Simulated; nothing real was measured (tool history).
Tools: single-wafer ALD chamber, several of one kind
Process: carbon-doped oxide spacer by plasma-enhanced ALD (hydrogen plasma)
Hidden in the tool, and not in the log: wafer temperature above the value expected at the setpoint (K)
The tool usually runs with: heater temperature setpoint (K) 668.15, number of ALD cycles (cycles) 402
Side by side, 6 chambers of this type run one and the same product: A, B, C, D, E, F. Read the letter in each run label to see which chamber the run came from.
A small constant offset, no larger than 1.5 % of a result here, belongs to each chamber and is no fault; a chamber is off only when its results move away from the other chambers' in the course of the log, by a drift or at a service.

run   hour  heater temperature setpoint (K)  number of ALD cycles (cycles)  hours since the last thermocouple change  read-back reference wafer on the same gauge, thickness_nm  mean film thickness on the monitor wafer (angstrom)
 1B      7                           668.15                            402                                    1589.5                                                     17.703                                               199.69
 2D   10.9                           668.15                            402                                    1054.8                                                     17.697                                               198.84
 3F     17                           668.15                            402                                      40.6                                                     17.709                                               201.75
 4E   22.3                           668.15                            402                                    1245.8                                                     17.708                                               202.41
 5C   26.6                           668.15                            402                                     695.8                                                     17.698                                               198.99
 6A   32.1                           668.15                            402                                    1058.4                                                      17.69                                               200.69
 7B   36.5                           668.15                            402                                      1619                                                     17.715                                               201.01
 8A   41.2                           668.15                            402                                    1067.5                                                     17.701                                               201.39
 9F   44.9                           668.15                            402                                      68.5                                                     17.688                                               201.08
10E   50.3                           668.15                            402                                    1273.8                                                     17.697                                               201.14
11D   56.2                           668.15                            402                                    1100.1                                                     17.701                                               199.02
12C   63.7                           668.15                            402                                     732.9                                                     17.699                                               199.73
13D     69                           668.15                            402                                    1112.9                                                     17.703                                               199.52
14B   76.1                           668.15                            402                                    1658.6                                                       17.7                                               200.45
15E   81.1                           675.15                            402                                    1304.6                                                     17.707                                               200.38
16C   86.4                           675.15                            402                                     755.6                                                     17.707                                               199.07
17A   90.3                           675.15                            402                                    1116.6                                                     17.693                                               199.14
18F   94.1                           675.15                            402                                     117.7                                                     17.707                                                199.4
19D   99.3                           675.15                            402                                    1143.2                                                       17.7                                               195.15
20C  105.6                           675.15                            402                                     774.8                                                     17.701                                               199.21
21E    109                           668.15                            402                                    1332.5                                                     17.708                                               199.99
22B  116.2                           668.15                            475                                    1698.7                                                      17.72                                               236.54
23F  119.9                           668.15                            475                                     143.5                                                     17.694                                               236.14
24A  125.9                           668.15                            475                                    1152.2                                                     17.695                                               236.23
25C  133.5                           668.15                            475                                     802.7                                                      17.69                                               238.09
26E  139.3                           668.15                            475                                    1362.8                                                     17.687                                               238.19
27A  144.4                           668.15                            475                                    1170.7                                                     17.708                                               237.85
28D  148.7                           668.15                            402                                    1192.6                                                     17.682                                               198.35
29F  154.3                           668.15                            402                                     177.9                                                     17.707                                               200.26
30B  159.1                           668.15                            402                                    1741.6                                                     17.704                                               201.62
31C  164.9                           668.15                            402                                     834.1                                                     17.702                                               201.67
32A  169.7                           668.15                            402                                      1196                                                     17.702                                               202.56
33E  175.2                           668.15                            402                                    1398.7                                                     17.696                                               200.91
34D  179.4                           668.15                            402                                    1223.3                                                     17.687                                                198.5
35F  184.8                           668.15                            402                                     208.4                                                     17.691                                               200.99
36B  190.9                           668.15                            362                                    1773.4                                                     17.692                                               181.04
37D  195.6                           668.15                            362                                    1239.5                                                     17.694                                               179.66
38C  203.1                           668.15                            362                                     872.3                                                     17.685                                                180.9
39B  210.6                           668.15                            362                                    1793.1                                                     17.695                                               180.05

For the next run the whole fleet of 6 chambers uses the same settings. Give each chamber's results:
40A   216                           668.15                            402                                                                                                                                                         ?
40B   216                           668.15                            402                                                                                                                                                         ?
40C   216                           668.15                            402                                                                                                                                                         ?
40D   216                           668.15                            402                                                                                                                                                         ?
40E   216                           668.15                            402                                                                                                                                                         ?
40F   216                           668.15                            402                                                                                                                                                         ?

run  mean film thickness on the monitor wafer (angstrom)
40A                                               201.67
40B                                               200.51
40C                                               201.73
40D                                               198.98
40E                                               199.95
40F                                               201.81
